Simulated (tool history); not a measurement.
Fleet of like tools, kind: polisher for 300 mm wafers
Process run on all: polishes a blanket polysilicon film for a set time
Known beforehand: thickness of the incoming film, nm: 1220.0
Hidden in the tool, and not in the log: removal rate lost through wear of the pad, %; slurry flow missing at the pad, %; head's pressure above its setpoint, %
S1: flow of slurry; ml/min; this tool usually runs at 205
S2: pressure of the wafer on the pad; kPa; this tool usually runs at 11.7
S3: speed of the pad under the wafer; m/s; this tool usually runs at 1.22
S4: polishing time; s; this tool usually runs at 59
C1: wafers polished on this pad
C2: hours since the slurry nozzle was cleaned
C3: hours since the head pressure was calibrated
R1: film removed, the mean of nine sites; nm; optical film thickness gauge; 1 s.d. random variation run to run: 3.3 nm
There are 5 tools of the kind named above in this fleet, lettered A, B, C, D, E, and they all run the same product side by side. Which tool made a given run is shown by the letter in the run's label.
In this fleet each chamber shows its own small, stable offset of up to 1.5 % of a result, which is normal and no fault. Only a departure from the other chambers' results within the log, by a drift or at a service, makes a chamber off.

| run | hour | S1 | S2 | S3 | S4 | C1 | C2 | C3 | R1 |
|---|---|---|---|---|---|---|---|---|---|
|  | 12.1 | chamber B: worn pad replaced by a new one |
| 1E | 12.5 | 205 | 11.7 | 1.22 | 59 | 562 | 182.2 | 598.4 | 350.19 |
| 2A | 24.5 | 205 | 11.7 | 1.22 | 59 | 1145 | 44.9 | 49.7 | 357.50 |
|  | 25.7 | chamber D: worn pad replaced by a new one |
| 3D | 36.1 | 205 | 11.7 | 1.22 | 59 | 136 | 37.3 | 470.0 | 357.70 |
|  | 42.6 | chamber E: head pressure recalibrated |
| 4C | 51.5 | 205 | 11.7 | 1.22 | 59 | 890 | 68.8 | 146.5 | 351.35 |
|  | 56.2 | chamber E: worn pad replaced by a new one |
|  | 61.1 | chamber D: head pressure recalibrated |
|  | 63.0 | chamber C: worn pad replaced by a new one |
| 5B | 65.8 | 205 | 11.7 | 1.22 | 59 | 698 | 167.6 | 637.3 | 347.93 |
| 6D | 72.9 | 205 | 11.7 | 1.22 | 59 | 614 | 74.1 | 11.8 | 356.39 |
| 7C | 83.0 | 205 | 11.7 | 1.22 | 59 | 259 | 100.3 | 178.0 | 356.04 |
| 8A | 98.2 | 205 | 11.7 | 1.22 | 59 | 2103 | 118.6 | 123.4 | 357.14 |
|  | 106.5 | chamber B: worn pad replaced by a new one |
| 9B | 109.0 | 205 | 11.7 | 1.22 | 59 | 33 | 210.8 | 680.5 | 357.33 |
| 10E | 123.7 | 205 | 11.7 | 1.22 | 59 | 877 | 293.4 | 81.2 | 357.65 |
|  | 124.4 | chamber D: worn pad replaced by a new one |
| 11D | 133.7 | 205 | 11.7 | 1.22 | 59 | 122 | 134.9 | 72.6 | 361.66 |
| 12B | 145.7 | 205 | 11.7 | 1.22 | 59 | 510 | 247.5 | 717.2 | 349.18 |
|  | 153.0 | chamber E: slurry nozzle cleaned |
| 13E | 153.2 | 270 | 11.7 | 1.22 | 59 | 1261 | 0.3 | 110.7 | 354.46 |
|  | 156.6 | chamber E: worn pad replaced by a new one |
|  | 162.7 | chamber C: worn pad replaced by a new one |
| 14C | 164.2 | 270 | 11.7 | 1.22 | 59 | 19 | 181.5 | 259.2 | 363.00 |
| 15A | 178.0 | 270 | 11.7 | 1.22 | 59 | 3140 | 198.4 | 203.2 | 371.02 |
|  | 190.1 | chamber B: head pressure recalibrated |
| 16B | 192.3 | 270 | 11.7 | 1.22 | 59 | 1115 | 294.1 | 2.3 | 359.33 |
| 17D | 202.2 | 270 | 11.7 | 1.22 | 59 | 1012 | 203.4 | 141.1 | 369.79 |
|  | 208.0 | chamber C: slurry nozzle cleaned |
|  | 208.6 | chamber B: worn pad replaced by a new one |
| 18C | 210.5 | 205 | 11.7 | 1.22 | 59 | 621 | 2.6 | 305.5 | 355.11 |
| 19A | 219.6 | 205 | 11.7 | 1.22 | 59 | 3680 | 240.0 | 244.8 | 351.32 |
| 20E | 226.3 | 205 | 11.7 | 1.22 | 59 | 906 | 73.4 | 183.8 | 354.12 |
|  | 229.7 | chamber D: worn pad replaced by a new one |
| 21C | 233.7 | 205 | 11.7 | 1.22 | 59 | 922 | 25.8 | 328.7 | 350.25 |
|  | 236.5 | chamber E: worn pad replaced by a new one |
|  | 242.4 | chamber C: worn pad replaced by a new one |
| 22B | 247.1 | 205 | 11.7 | 1.22 | 59 | 500 | 348.9 | 57.1 | 351.40 |
| 23D | 256.6 | 205 | 11.7 | 1.22 | 59 | 350 | 257.8 | 195.5 | 358.76 |
| 24E | 271.1 | 205 | 11.7 | 1.22 | 59 | 450 | 118.2 | 228.6 | 353.42 |
| 25A | 285.0 | 205 | 11.7 | 1.22 | 59 | 4530 | 305.4 | 310.2 | 339.40 |
|  | 296.2 | chamber B: worn pad replaced by a new one |
| 26D | 298.8 | 205 | 11.7 | 1.22 | 59 | 899 | 300.0 | 237.7 | 354.86 |
| 27C | 307.6 | 205 | 11.7 | 0.90 | 45 | 848 | 99.7 | 402.6 | 196.63 |
|  | 313.4 | chamber D: slurry nozzle cleaned |
| 28E | 320.4 | 205 | 11.7 | 0.90 | 45 | 1091 | 167.5 | 277.9 | 194.78 |
|  | 328.2 | chamber D: worn pad replaced by a new one |
| 29A | 331.5 | 205 | 11.7 | 0.90 | 45 | 5135 | 351.9 | 356.7 | 188.96 |
|  | 334.8 | chamber E: worn pad replaced by a new one |
|  | 341.2 | chamber C: worn pad replaced by a new one |
| 30B | 345.1 | 205 | 11.7 | 0.90 | 45 | 636 | 446.9 | 155.1 | 197.03 |
| 31A | 353.5 | 205 | 11.7 | 0.90 | 45 | 5421 | 373.9 | 378.7 | 182.52 |
| 32E | 364.0 | 205 | 11.7 | 1.22 | 59 | 380 | 211.1 | 321.5 | 350.33 |
| 33D | 372.6 | 205 | 11.7 | 0.94 | 59 | 577 | 59.2 | 311.5 | 273.55 |
| 34C | 383.1 | 205 | 11.7 | 0.94 | 59 | 545 | 175.2 | 478.1 | 273.93 |
| 35B | 389.8 | 205 | 11.7 | 0.94 | 59 | 1217 | 491.6 | 199.8 | 271.21 |
|  | 392.5 | chamber B: worn pad replaced by a new one |
| 36C | 400.4 | 205 | 11.7 | 0.94 | 59 | 770 | 192.5 | 495.4 | 271.99 |
| 37D | 411.2 | 205 | 11.7 | 0.94 | 59 | 1078 | 97.8 | 350.1 | 274.45 |
| 38E | 423.0 | 205 | 11.7 | 1.22 | 59 | 1147 | 270.1 | 380.5 | 352.90 |
|  | 423.6 | chamber E: worn pad replaced by a new one |
| 39A | 431.6 | 205 | 11.7 | 1.22 | 59 | 6436 | 452.0 | 456.8 | 322.16 |
|  | 441.3 | chamber E: slurry nozzle cleaned |
| 40B | 446.7 | 205 | 11.7 | 1.22 | 59 | 705 | 548.5 | 256.7 | 348.62 |
| 41E | 458.0 | 205 | 11.7 | 1.22 | 59 | 447 | 16.8 | 415.5 | 350.49 |
| 42B | 466.9 | 205 | 11.7 | 1.22 | 59 | 967 | 568.7 | 276.9 | 351.20 |

Decide between three cases: one chamber stands off from its peers, the gauge reading all wafers drifts, or nothing is wrong past each chamber's small offset. Where a chamber is off, say which and what most likely put it there.

Little by little, chamber A moves away from the other chambers.
What lies behind it: removal rate lost through wear of the pad, % = 10.8.
From this log alone, it may not be told apart from: head's pressure below its setpoint, %.

Chamber A could run next with any of the 4 candidate recipes listed below; each alters the usual settings, and their results appear as question marks. Which one brings its results back in line with what the other chambers deliver on the usual settings?
Counts as in line when no further than this from what the other chambers average on the usual settings: R1 11.00 nm
| 43A-1 | 478.0 | 205 | 11.0 | 1.16 | 59 |  |  |  | ? |
| 43A-2 | 478.0 | 205 | 11.7 | 1.28 | 63 |  |  |  | ? |
| 43A-3 | 478.0 | 205 | 11.7 | 1.22 | 57 |  |  |  | ? |
| 43A-4 | 478.0 | 205 | 11.7 | 1.26 | 59 |  |  |  | ? |

Average result of the remaining chambers running the usual settings: R1 352.73 nm
| run | R1 |
|---|---|
| 43A-1 | 280.94 |
| 43A-2 | 352.51 |
| 43A-3 | 303.78 |
| 43A-4 | 324.90 |
The right change is 43A-2: it brings the chamber back within the allowed miss of the others.
